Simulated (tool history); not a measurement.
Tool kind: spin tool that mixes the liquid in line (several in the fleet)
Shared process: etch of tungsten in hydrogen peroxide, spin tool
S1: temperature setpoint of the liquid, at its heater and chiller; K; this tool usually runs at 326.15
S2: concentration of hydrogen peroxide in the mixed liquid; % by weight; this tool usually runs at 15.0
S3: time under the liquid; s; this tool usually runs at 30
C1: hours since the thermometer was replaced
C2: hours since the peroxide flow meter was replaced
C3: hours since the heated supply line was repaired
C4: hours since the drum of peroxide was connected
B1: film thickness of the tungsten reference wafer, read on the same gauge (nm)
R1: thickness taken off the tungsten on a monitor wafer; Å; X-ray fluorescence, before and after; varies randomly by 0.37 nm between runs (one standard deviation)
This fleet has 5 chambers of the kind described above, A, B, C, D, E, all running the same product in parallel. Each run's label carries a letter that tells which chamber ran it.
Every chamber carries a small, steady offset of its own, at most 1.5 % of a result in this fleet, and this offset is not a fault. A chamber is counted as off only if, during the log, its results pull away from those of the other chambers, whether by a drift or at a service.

{"hour": 3.6, "done": "chamber B: heated supply line repaired"}
{"run": "1D", "hour": 10.5, "S1": 326.15, "S2": 15.0, "S3": 30, "C1": 1525.4, "C2": 251.6, "C3": 968.5, "C4": 349.3, "B1": 90.003, "R1": 378.13}
{"run": "2E", "hour": 19.0, "S1": 326.15, "S2": 15.0, "S3": 30, "C1": 359.0, "C2": 1442.3, "C3": 330.5, "C4": 389.3, "B1": 89.983, "R1": 377.07}
{"run": "3C", "hour": 26.7, "S1": 326.15, "S2": 15.0, "S3": 30, "C1": 1176.0, "C2": 1145.9, "C3": 1275.1, "C4": 271.3, "B1": 90.023, "R1": 376.74}
{"run": "4B", "hour": 39.1, "S1": 326.15, "S2": 15.0, "S3": 30, "C1": 96.7, "C2": 371.4, "C3": 35.6, "C4": 345.9, "B1": 89.991, "R1": 374.62}
{"run": "5A", "hour": 53.1, "S1": 326.15, "S2": 15.0, "S3": 30, "C1": 806.9, "C2": 499.4, "C3": 216.3, "C4": 1221.9, "B1": 90.015, "R1": 372.06}
{"run": "6C", "hour": 65.4, "S1": 326.15, "S2": 15.0, "S3": 30, "C1": 1214.7, "C2": 1184.6, "C3": 1313.8, "C4": 310.0, "B1": 90.036, "R1": 378.88}
{"run": "7A", "hour": 73.2, "S1": 326.15, "S2": 15.0, "S3": 30, "C1": 827.0, "C2": 519.5, "C3": 236.4, "C4": 1242.0, "B1": 90.017, "R1": 378.5}
{"hour": 79.1, "done": "chamber B: peroxide flow meter replaced"}
{"run": "8D", "hour": 80.8, "S1": 326.15, "S2": 15.0, "S3": 30, "C1": 1595.7, "C2": 321.9, "C3": 1038.8, "C4": 419.6, "B1": 89.984, "R1": 375.43}
{"hour": 92.5, "done": "chamber E: peroxide flow meter replaced"}
{"run": "9B", "hour": 92.7, "S1": 326.15, "S2": 15.0, "S3": 30, "C1": 150.3, "C2": 13.7, "C3": 89.2, "C4": 399.5, "B1": 89.994, "R1": 373.47}
{"run": "10E", "hour": 106.3, "S1": 326.15, "S2": 15.0, "S3": 30, "C1": 446.3, "C2": 13.9, "C3": 417.8, "C4": 476.6, "B1": 89.996, "R1": 369.11}
{"run": "11C", "hour": 118.9, "S1": 326.15, "S2": 12.0, "S3": 40, "C1": 1268.2, "C2": 1238.1, "C3": 1367.3, "C4": 363.5, "B1": 89.986, "R1": 448.54}
{"run": "12D", "hour": 125.1, "S1": 326.15, "S2": 12.0, "S3": 40, "C1": 1640.0, "C2": 366.2, "C3": 1083.1, "C4": 463.9, "B1": 90.01, "R1": 447.26}
{"hour": 128.0, "done": "chamber A: new drum of peroxide connected"}
{"run": "13B", "hour": 132.5, "S1": 326.15, "S2": 12.0, "S3": 40, "C1": 190.1, "C2": 53.5, "C3": 129.0, "C4": 439.3, "B1": 90.023, "R1": 440.81}
{"run": "14E", "hour": 143.3, "S1": 326.15, "S2": 12.0, "S3": 40, "C1": 483.3, "C2": 50.9, "C3": 454.8, "C4": 513.6, "B1": 90.01, "R1": 446.18}
{"run": "15A", "hour": 149.4, "S1": 326.15, "S2": 12.0, "S3": 40, "C1": 903.2, "C2": 595.7, "C3": 312.6, "C4": 21.4, "B1": 89.99, "R1": 449.54}
{"run": "16E", "hour": 159.0, "S1": 326.15, "S2": 15.0, "S3": 30, "C1": 499.0, "C2": 66.6, "C3": 470.5, "C4": 529.3, "B1": 90.002, "R1": 369.4}
{"run": "17B", "hour": 166.8, "S1": 326.15, "S2": 15.0, "S3": 30, "C1": 224.4, "C2": 87.8, "C3": 163.3, "C4": 473.6, "B1": 89.983, "R1": 379.58}
{"run": "18C", "hour": 180.8, "S1": 326.15, "S2": 15.0, "S3": 30, "C1": 1330.1, "C2": 1300.0, "C3": 1429.2, "C4": 425.4, "B1": 89.992, "R1": 384.25}
{"run": "19D", "hour": 187.8, "S1": 326.15, "S2": 15.0, "S3": 30, "C1": 1702.7, "C2": 428.9, "C3": 1145.8, "C4": 526.6, "B1": 89.984, "R1": 379.38}
{"run": "20A", "hour": 198.5, "S1": 326.15, "S2": 18.0, "S3": 30, "C1": 952.3, "C2": 644.8, "C3": 361.7, "C4": 70.5, "B1": 89.998, "R1": 413.27}
{"run": "21C", "hour": 206.8, "S1": 326.15, "S2": 18.0, "S3": 30, "C1": 1356.1, "C2": 1326.0, "C3": 1455.2, "C4": 451.4, "B1": 90.037, "R1": 415.22}
{"run": "22B", "hour": 214.7, "S1": 326.15, "S2": 18.0, "S3": 30, "C1": 272.3, "C2": 135.7, "C3": 211.2, "C4": 521.5, "B1": 90.006, "R1": 409.9}
{"run": "23A", "hour": 223.4, "S1": 326.15, "S2": 18.0, "S3": 30, "C1": 977.2, "C2": 669.7, "C3": 386.6, "C4": 95.4, "B1": 90.012, "R1": 413.88}
{"run": "24E", "hour": 233.3, "S1": 326.15, "S2": 18.0, "S3": 30, "C1": 573.3, "C2": 140.9, "C3": 544.8, "C4": 603.6, "B1": 89.99, "R1": 399.43}
{"run": "25D", "hour": 245.0, "S1": 326.15, "S2": 15.0, "S3": 30, "C1": 1759.9, "C2": 486.1, "C3": 1203.0, "C4": 583.8, "B1": 89.995, "R1": 379.38}
{"run": "26C", "hour": 254.9, "S1": 326.15, "S2": 15.0, "S3": 30, "C1": 1404.2, "C2": 1374.1, "C3": 1503.3, "C4": 499.5, "B1": 90.012, "R1": 375.56}
{"hour": 264.9, "done": "chamber D: thermometer replaced"}
{"run": "27B", "hour": 267.2, "S1": 326.15, "S2": 15.0, "S3": 30, "C1": 324.8, "C2": 188.2, "C3": 263.7, "C4": 574.0, "B1": 90.018, "R1": 373.41}
{"run": "28D", "hour": 280.4, "S1": 326.15, "S2": 15.0, "S3": 30, "C1": 15.6, "C2": 521.5, "C3": 1238.4, "C4": 619.2, "B1": 89.975, "R1": 383.09}
{"run": "29A", "hour": 294.3, "S1": 326.15, "S2": 16.5, "S3": 50, "C1": 1048.1, "C2": 740.6, "C3": 457.5, "C4": 166.3, "B1": 90.025, "R1": 659.37}
{"run": "30E", "hour": 301.8, "S1": 326.15, "S2": 16.5, "S3": 50, "C1": 641.8, "C2": 209.4, "C3": 613.3, "C4": 672.1, "B1": 89.986, "R1": 625.95}
{"run": "31C", "hour": 309.7, "S1": 326.15, "S2": 16.5, "S3": 50, "C1": 1459.0, "C2": 1428.9, "C3": 1558.1, "C4": 554.3, "B1": 89.955, "R1": 671.91}
{"run": "32A", "hour": 315.9, "S1": 326.15, "S2": 16.5, "S3": 50, "C1": 1069.7, "C2": 762.2, "C3": 479.1, "C4": 187.9, "B1": 89.995, "R1": 653.29}
{"run": "33D", "hour": 328.6, "S1": 326.15, "S2": 16.5, "S3": 50, "C1": 63.8, "C2": 569.7, "C3": 1286.6, "C4": 667.4, "B1": 89.961, "R1": 652.35}
{"run": "34B", "hour": 340.3, "S1": 326.15, "S2": 15.0, "S3": 30, "C1": 397.9, "C2": 261.3, "C3": 336.8, "C4": 647.1, "B1": 89.975, "R1": 375.09}
{"run": "35E", "hour": 351.6, "S1": 326.15, "S2": 15.0, "S3": 30, "C1": 691.6, "C2": 259.2, "C3": 663.1, "C4": 721.9, "B1": 89.979, "R1": 356.84}
{"hour": 359.6, "done": "chamber C: new drum of peroxide connected"}
{"run": "36E", "hour": 359.6, "S1": 326.15, "S2": 15.0, "S3": 30, "C1": 699.6, "C2": 267.2, "C3": 671.1, "C4": 729.9, "B1": 90.04, "R1": 349.58}
{"run": "37C", "hour": 372.6, "S1": 326.15, "S2": 15.0, "S3": 30, "C1": 1521.9, "C2": 1491.8, "C3": 1621.0, "C4": 13.1, "B1": 90.002, "R1": 385.7}
{"run": "38D", "hour": 381.5, "S1": 326.15, "S2": 15.0, "S3": 30, "C1": 116.7, "C2": 622.6, "C3": 1339.5, "C4": 720.3, "B1": 89.993, "R1": 372.37}
{"run": "39A", "hour": 387.9, "S1": 326.15, "S2": 15.0, "S3": 30, "C1": 1141.7, "C2": 834.2, "C3": 551.1, "C4": 259.9, "B1": 90.01, "R1": 374.87}
{"run": "40B", "hour": 394.5, "S1": 326.15, "S2": 15.0, "S3": 30, "C1": 452.1, "C2": 315.5, "C3": 391.0, "C4": 701.3, "B1": 90.042, "R1": 373.33}
{"run": "41D", "hour": 400.7, "S1": 326.15, "S2": 15.0, "S3": 30, "C1": 135.9, "C2": 641.8, "C3": 1358.7, "C4": 739.5, "B1": 89.99, "R1": 370.15}

All chambers now run identical settings, listed one chamber a line with results as question marks. What results will each chamber show?
{"run": "42A", "hour": 410.8, "S1": 317.65, "S2": 15.0, "S3": 30, "R1": "?"}
{"run": "42B", "hour": 410.8, "S1": 317.65, "S2": 15.0, "S3": 30, "R1": "?"}
{"run": "42C", "hour": 410.8, "S1": 317.65, "S2": 15.0, "S3": 30, "R1": "?"}
{"run": "42D", "hour": 410.8, "S1": 317.65, "S2": 15.0, "S3": 30, "R1": "?"}
{"run": "42E", "hour": 410.8, "S1": 317.65, "S2": 15.0, "S3": 30, "R1": "?"}

run=42A R1=225.50
run=42B R1=224.17
run=42C R1=227.05
run=42D R1=224.29
run=42E R1=199.84
